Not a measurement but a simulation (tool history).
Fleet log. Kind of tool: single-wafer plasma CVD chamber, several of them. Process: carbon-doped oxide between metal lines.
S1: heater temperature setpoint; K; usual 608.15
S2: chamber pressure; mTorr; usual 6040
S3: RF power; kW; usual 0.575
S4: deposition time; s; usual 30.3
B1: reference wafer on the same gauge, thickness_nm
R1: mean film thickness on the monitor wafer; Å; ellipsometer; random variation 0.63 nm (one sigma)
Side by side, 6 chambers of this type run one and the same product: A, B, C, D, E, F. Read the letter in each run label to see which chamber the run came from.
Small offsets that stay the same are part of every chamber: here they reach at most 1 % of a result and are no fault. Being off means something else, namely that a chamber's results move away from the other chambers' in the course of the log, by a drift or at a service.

Run 1D, hour 7.7: usual settings; B1 166.09. Result: R1 1791.4 Å.
Run 2A, hour 16.4: usual settings; B1 166.08. Result: R1 1809.2 Å.
Run 3E, hour 27.2: usual settings; B1 166.09. Result: R1 1804.1 Å.
At hour 34.1: chamber D: thermocouple changed; heater temperature recalibrated.
Run 4C, hour 34.1: usual settings; B1 165.90. Result: R1 1793.4 Å.
Run 5F, hour 42.1: usual settings but S2 7360 mTorr, S4 33.8 s; B1 165.86. Result: R1 2049.6 Å.
Run 6B, hour 49.4: usual settings but S2 7360 mTorr, S4 33.8 s; B1 166.06. Result: R1 2059.7 Å.
Run 7F, hour 55.1: usual settings but S2 7360 mTorr, S4 33.8 s; B1 166.02. Result: R1 2054.6 Å.
Run 8D, hour 65.1: usual settings but S2 7360 mTorr, S4 33.8 s; B1 165.87. Result: R1 2023.2 Å.
Run 9C, hour 74.5: usual settings but S2 7360 mTorr, S4 33.8 s; B1 166.07. Result: R1 2050.9 Å.
Run 10E, hour 83.2: usual settings but S2 7360 mTorr, S4 33.8 s; B1 166.12. Result: R1 2049.4 Å.
Run 11B, hour 88.6: usual settings but S2 5280 mTorr, S4 27.4 s; B1 166.01. Result: R1 1615.6 Å.
Run 12A, hour 96.3: usual settings but S2 5280 mTorr, S4 27.4 s; B1 166.05. Result: R1 1617.8 Å.
Run 13C, hour 105.9: usual settings but S2 5280 mTorr, S4 27.4 s; B1 166.06. Result: R1 1599.6 Å.
Run 14D, hour 116.7: usual settings but S2 5280 mTorr, S4 27.4 s; B1 166.07. Result: R1 1603.7 Å.
At hour 122.0: chamber E: thermocouple changed; heater temperature recalibrated.
At hour 125.8: chamber B: thermocouple changed; heater temperature recalibrated.
Run 15B, hour 126.2: usual settings but S2 5280 mTorr, S4 27.4 s; B1 166.03. Result: R1 1620.9 Å.
At hour 133.2: chamber C: RF generator calibrated.
Run 16A, hour 136.4: usual settings but S2 5280 mTorr, S4 27.4 s; B1 166.00. Result: R1 1596.2 Å.
Run 17F, hour 148.1: usual settings; B1 165.94. Result: R1 1818.5 Å.
Run 18E, hour 155.4: usual settings; B1 166.09. Result: R1 1806.2 Å.
Run 19A, hour 164.7: usual settings but S1 621.15 K, S2 6710 mTorr; B1 165.98. Result: R1 1748.9 Å.
Run 20C, hour 170.4: usual settings but S1 621.15 K, S2 6710 mTorr; B1 166.07. Result: R1 1759.9 Å.
Run 21E, hour 176.8: usual settings but S1 621.15 K, S2 6710 mTorr; B1 166.06. Result: R1 1759.2 Å.
Run 22B, hour 182.6: usual settings but S1 621.15 K, S2 6710 mTorr; B1 165.98. Result: R1 1761.4 Å.
Run 23F, hour 191.5: usual settings but S1 621.15 K, S2 6710 mTorr; B1 165.99. Result: R1 1764.5 Å.
Run 24D, hour 201.5: usual settings but S1 621.15 K, S2 6710 mTorr; B1 165.87. Result: R1 1739.9 Å.
At hour 206.0: chamber B: RF generator calibrated.
Run 25C, hour 208.9: usual settings; B1 166.09. Result: R1 1807.8 Å.
Run 26A, hour 215.0: usual settings; B1 165.92. Result: R1 1799.9 Å.
Run 27D, hour 220.5: usual settings; B1 165.89. Result: R1 1804.4 Å.
Run 28F, hour 226.1: usual settings; B1 165.95. Result: R1 1817.9 Å.
Run 29E, hour 231.4: usual settings; B1 166.01. Result: R1 1806.0 Å.
Run 30B, hour 243.0: usual settings; B1 166.06. Result: R1 1829.5 Å.
Run 31A, hour 251.1: usual settings; B1 165.83. Result: R1 1804.0 Å.
Run 32B, hour 260.5: usual settings; B1 165.96. Result: R1 1826.8 Å.
Run 33D, hour 269.7: usual settings; B1 166.13. Result: R1 1784.7 Å.
At hour 273.8: chamber F: RF generator calibrated.
Run 34F, hour 278.5: usual settings; B1 165.95. Result: R1 1820.4 Å.
Run 35C, hour 289.9: usual settings; B1 166.01. Result: R1 1813.1 Å.
Run 36E, hour 296.5: usual settings; B1 165.96. Result: R1 1801.6 Å.
Run 37A, hour 302.4: usual settings; B1 165.98. Result: R1 1800.9 Å.

Predict what each chamber gives when all 6 of them run the settings below next.
Run 38A, hour 311.1: usual settings but S2 5040 mTorr. Result: R1 ?.
Run 38B, hour 311.1: usual settings but S2 5040 mTorr. Result: R1 ?.
Run 38C, hour 311.1: usual settings but S2 5040 mTorr. Result: R1 ?.
Run 38D, hour 311.1: usual settings but S2 5040 mTorr. Result: R1 ?.
Run 38E, hour 311.1: usual settings but S2 5040 mTorr. Result: R1 ?.
Run 38F, hour 311.1: usual settings but S2 5040 mTorr. Result: R1 ?.

run      R1
38A  1759.7
38B  1779.1
38C  1767.1
38D  1752.8
38E  1761.3
38F  1784.5
